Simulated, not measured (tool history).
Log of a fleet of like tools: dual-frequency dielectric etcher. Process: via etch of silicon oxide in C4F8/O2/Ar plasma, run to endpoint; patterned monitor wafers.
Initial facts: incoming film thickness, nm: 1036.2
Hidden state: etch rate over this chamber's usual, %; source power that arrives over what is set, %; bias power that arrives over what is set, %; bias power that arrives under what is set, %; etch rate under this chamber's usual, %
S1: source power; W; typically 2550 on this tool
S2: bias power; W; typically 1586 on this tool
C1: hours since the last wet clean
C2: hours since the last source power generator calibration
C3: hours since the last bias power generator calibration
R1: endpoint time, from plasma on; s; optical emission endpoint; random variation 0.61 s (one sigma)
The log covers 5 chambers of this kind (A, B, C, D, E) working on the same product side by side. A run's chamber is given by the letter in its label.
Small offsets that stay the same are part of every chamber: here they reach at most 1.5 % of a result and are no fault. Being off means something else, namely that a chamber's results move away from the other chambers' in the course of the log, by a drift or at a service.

run	day	S1	S2	C1	C2	C3	R1
1B	0.317	2550	1586	292.5	2119.6	1960.1	198.89
2A	0.638	2550	1586	474.6	2545.8	1603.5	195.85
3D	0.917	2550	1586	253.8	175.9	4020.8	195.66
4E	1.188	2550	1586	407.1	500.2	268.5	197.97
5C	1.392	2100	1586	190.2	1156.4	2781.1	211.47
6C	1.604	2100	1586	195.3	1161.5	2786.2	212.75
7E	1.958	2100	1586	425.6	518.7	287	213.36
8A	2.321	2100	1586	515	2586.2	1643.9	211.79
9B	2.55	2100	1586	346.1	2173.2	2013.7	214.76
10D	2.771	2940	1444	298.3	220.4	4065.3	190.59
11D	3.033	2940	1444	304.6	226.7	4071.6	190.73
12E	3.229	2940	1444	456.1	549.2	317.5	191.85
13C	3.583	2940	1444	242.8	1209	2833.7	189.03
# day 3.875: chamber A: wet clean of the chamber
14A	3.946	2940	1444	1.7	2625.2	1682.9	189.56
15B	4.225	2550	1586	386.3	2213.4	2053.9	197.53
16E	4.442	3120	1586	485.2	578.3	346.6	181.82
# day 4.5: chamber E: wet clean of the chamber
17B	4.633	3120	1586	396.1	2223.2	2063.7	183.02
18C	4.829	3120	1586	272.7	1238.9	2863.6	179.39
# day 4.846: chamber B: wet clean of the chamber
19A	5.104	3120	1586	29.5	2653	1710.7	180.37
20D	5.321	3120	1586	359.5	281.6	4126.5	181.84
21B	5.642	2550	1586	19.1	2247.4	2087.9	198.51
22D	5.912	2550	1586	373.7	295.8	4140.7	196.54
23C	6.196	2550	1586	305.5	1271.7	2896.4	195.56
24A	6.5	2550	1586	63	2686.5	1744.2	195.72
25E	6.858	2810	1903	56.7	636.3	404.6	177
26C	7.2	2810	1903	329.6	1295.8	2920.5	179.25
27E	7.392	2810	1903	69.5	649.1	417.4	177.03
28B	7.588	2810	1903	65.8	2294.1	2134.6	181.05
29A	7.838	2810	1903	95.1	2718.6	1776.3	180.15
30D	8.125	2550	1586	426.8	348.9	4193.8	196.76
31E	8.471	2550	1586	95.4	675	443.3	193.47
32B	8.812	2550	1586	95.2	2323.5	2164	198.44

Has any chamber moved away from the others, gradually or after a service, or does the common gauge drift, or do the chambers differ only by their own small steady offsets? State the chamber and the most likely cause if one applies.

Chamber E has stood off from the others ever since a service on it.
Cause: etch rate over this chamber's usual, % = 2.53.

Which of the 4 candidates below, each the usual settings with something changed and its results left as question marks, puts chamber E back in line with what the other chambers give on the usual settings?
Counts as in line when no further than this from what the other chambers average on the usual settings: R1 2.1 s
33E-1	9.083	2380	1516				?
33E-2	9.083	2720	1656				?
33E-3	9.083	2460	1550				?
33E-4	9.083	2680	1586				?

On the usual settings, the other chambers give on average: R1 197.1 s
run	R1
33E-1	201.49
33E-2	186.61
33E-3	197.68
33E-4	189.86
Change 33E-3 lands the chamber within the allowed miss of the other chambers.
